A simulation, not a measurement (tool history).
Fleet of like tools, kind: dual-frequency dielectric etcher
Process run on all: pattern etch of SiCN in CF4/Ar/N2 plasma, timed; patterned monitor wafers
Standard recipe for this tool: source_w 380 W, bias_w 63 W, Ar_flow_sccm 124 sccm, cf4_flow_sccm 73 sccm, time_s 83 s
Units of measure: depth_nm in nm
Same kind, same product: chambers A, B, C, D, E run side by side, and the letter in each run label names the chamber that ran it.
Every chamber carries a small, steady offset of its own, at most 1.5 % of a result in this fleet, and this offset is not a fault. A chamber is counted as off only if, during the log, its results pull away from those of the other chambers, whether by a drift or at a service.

run,hour,source_w,bias_w,Ar_flow_sccm,cf4_flow_sccm,time_s,hours since the last wet clean,hours since the last source power generator calibration,hours since the last bias power generator calibration,hours since the last Ar flow controller change,hours since the last CF4 flow controller change,"read-back reference wafer on the same gauge, depth_nm",depth_nm
1C,7.1,380,63,124,73,83,100.1,3689.1,594.4,833.1,93.9,64.484,57.272
2A,12.8,380,63,124,73,83,44.2,3148.2,2520.5,61.2,1428.1,64.506,57.246
3B,20.9,380,63,124,73,83,166.8,1383.6,1004.1,148.4,1791.3,64.518,57.948
4E,27.4,380,63,124,73,83,240.8,996.3,3168.9,527.2,1514.1,64.539,57.963
5D,32.9,380,63,124,73,83,113.2,1474.5,163.7,1372.9,4462.1,64.572,57.535
6E,44.9,380,63,124,73,83,258.3,1013.8,3186.4,544.7,1531.6,64.57,57.801
7C,51.1,380,63,124,73,83,144.1,3733.1,638.4,877.1,137.9,64.58,57.197
8D,63.1,380,63,124,73,83,143.4,1504.7,193.9,1403.1,4492.3,64.591,57.598
9A,72.9,380,63,124,73,83,104.3,3208.3,2580.6,121.3,1488.2,64.617,57.175
10B,82.1,380,63,124,73,83,228,1444.8,1065.3,209.6,1852.5,64.597,57.938
11D,94,310,63,96,73,83,174.3,1535.6,224.8,1434,4523.2,64.646,50.219
12E,100.4,310,63,96,73,83,313.8,1069.3,3241.9,600.2,1587.1,64.648,50.655
13A,111.9,310,63,96,73,83,143.3,3247.3,2619.6,160.3,1527.2,64.66,50.002
14C,118.9,310,63,96,73,83,211.9,3800.9,706.2,944.9,205.7,64.671,49.754
# hour 122.8: chamber E: wet clean of the chamber
15B,131.1,310,63,96,73,83,277,1493.8,1114.3,258.6,1901.5,64.697,50.81
16D,138.9,380,63,124,73,83,219.2,1580.5,269.7,1478.9,4568.1,64.705,57.869
17B,146.8,380,63,124,73,83,292.7,1509.5,1130,274.3,1917.2,64.754,58.245
18A,158.5,380,63,124,73,83,189.9,3293.9,2666.2,206.9,1573.8,64.728,57.412
19C,165.1,380,63,124,73,83,258.1,3847.1,752.4,991.1,251.9,64.742,57.502
20E,175.8,380,49,101,73,83,53,1144.7,3317.3,675.6,1662.5,64.764,55.154
21D,185.8,380,49,101,73,83,266.1,1627.4,316.6,1525.8,4615,64.751,55.009
22C,195.8,380,49,101,73,83,288.8,3877.8,783.1,1021.8,282.6,64.806,54.568
23A,202.2,380,49,101,73,83,233.6,3337.6,2709.9,250.6,1617.5,64.79,54.393
24E,209.5,380,49,101,73,83,86.7,1178.4,3351,709.3,1696.2,64.816,55.144
# hour 213.5: chamber A: bias power generator calibrated
25B,217.4,380,63,124,73,83,363.3,1580.1,1200.6,344.9,1987.8,64.779,58.372
26E,226.6,380,63,124,73,83,103.8,1195.5,3368.1,726.4,1713.3,64.827,58.127
27D,235.9,380,63,124,73,83,316.2,1677.5,366.7,1575.9,4665.1,64.829,57.973
28B,247.2,380,63,124,73,83,393.1,1609.9,1230.4,374.7,2017.6,64.838,58.331
29C,258.2,380,63,124,73,70,351.2,3940.2,845.5,1084.2,345,64.842,48.474
30A,265,380,63,124,73,70,296.4,3400.4,51.6,313.4,1680.3,64.865,48.495

Predict what each chamber gives when all 5 of them run the settings below next.
31A,273.8,380,63,124,73,83,,,,,,,?
31B,273.8,380,63,124,73,83,,,,,,,?
31C,273.8,380,63,124,73,83,,,,,,,?
31D,273.8,380,63,124,73,83,,,,,,,?
31E,273.8,380,63,124,73,83,,,,,,,?

run,depth_nm
31A,57.651
31B,58.401
31C,57.459
31D,58.01
31E,58.194
